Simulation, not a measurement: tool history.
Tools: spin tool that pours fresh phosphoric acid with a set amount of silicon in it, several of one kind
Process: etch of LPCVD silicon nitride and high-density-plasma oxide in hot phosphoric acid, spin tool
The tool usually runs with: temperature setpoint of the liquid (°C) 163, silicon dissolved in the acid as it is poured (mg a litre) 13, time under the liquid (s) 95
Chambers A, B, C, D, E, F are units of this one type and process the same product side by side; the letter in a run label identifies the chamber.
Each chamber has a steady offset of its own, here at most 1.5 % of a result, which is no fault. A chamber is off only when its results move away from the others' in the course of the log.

run,day,temperature setpoint of the liquid (°C),silicon dissolved in the acid as it is poured (mg a litre),time under the liquid (s),"read-back film thickness of the LPCVD silicon nitride reference wafer, read on the same gauge (nm)","read-back film thickness of the high-density-plasma oxide reference wafer, read on the same gauge (nm)",thickness taken off the LPCVD silicon nitride on a monitor wafer (Å),thickness taken off the high-density-plasma oxide on a monitor wafer (Å)
1E,0.375,163,13,95,90.011,100.020,93.550,3.3591
2A,0.654,163,13,95,90.010,100.010,95.387,3.1902
3D,0.958,163,13,95,90.011,99.999,94.339,3.5700
4C,1.358,163,13,95,90.004,99.975,94.281,3.3666
5B,1.588,163,13,95,89.958,99.981,94.558,3.1505
6F,1.938,163,13,95,90.020,100.030,93.608,2.9472
7D,2.317,163,13,95,90.007,99.992,94.905,3.1910
8B,2.692,163,13,95,89.988,99.985,94.947,3.4208
# day 2.904: chamber E: heated supply line repaired
9C,2.996,163,13,95,90.010,99.968,95.527,2.9752
10A,3.271,163,13,95,90.021,100.020,94.780,2.8102
11F,3.642,163,13,95,90.028,99.981,94.965,2.9254
12E,3.825,163,13,95,89.986,100.030,93.817,3.3877
13B,4.004,163,13,95,89.989,100.040,94.618,3.2539
14F,4.354,163,13,55,89.996,100.020,54.019,1.7862
15D,4.688,163,13,55,90.007,100.020,54.982,1.9517
16A,4.975,163,13,55,90.004,100.070,53.995,1.9590
17E,5.312,163,13,55,90.000,99.983,54.404,1.8814
18C,5.567,163,13,55,89.977,100.010,54.605,1.9445
19A,5.817,163,13,55,90.009,99.967,54.780,2.1242
20C,6.042,163,13,95,90.016,100.040,94.890,2.9957
# day 6.283: chamber B: dissolved silicon flow meter replaced
21F,6.304,163,13,95,90.003,99.963,95.005,3.1986
22E,6.567,163,13,95,90.009,100.040,94.899,3.0268
23B,6.758,163,13,95,89.997,99.998,95.171,2.8549
# day 6.871: chamber D: dissolved silicon flow meter replaced
24D,7.021,163,13,50,89.972,99.988,49.704,1.8106
25A,7.238,163,13,50,90.008,100.010,49.913,1.5249
26F,7.496,163,13,50,89.957,99.995,49.804,1.9253
27C,7.746,163,13,50,90.011,99.964,50.275,1.6029
28B,8.038,163,13,50,89.999,99.973,48.872,1.7288
29E,8.417,163,13,50,90.024,100.020,48.846,1.6802
30D,8.812,163,13,95,89.979,100.000,94.952,3.0190
31C,9.021,163,13,95,90.003,100.010,94.927,2.9281
32B,9.200,163,13,95,90.012,100.030,94.998,3.1334
33F,9.567,163,13,95,89.995,99.970,94.293,3.6282
34D,9.900,163,13,95,90.010,99.980,94.632,3.3748
35E,10.088,163,13,95,89.969,99.989,93.271,3.0156
36A,10.333,163,13,95,90.003,99.980,95.420,3.6388

Is one chamber out of step, is the gauge drifting, or do the chambers differ by no more than their own small offsets? For an off chamber, give its letter and the likeliest cause.

No chamber stands off beyond its own small offset, and the gauge holds steady.
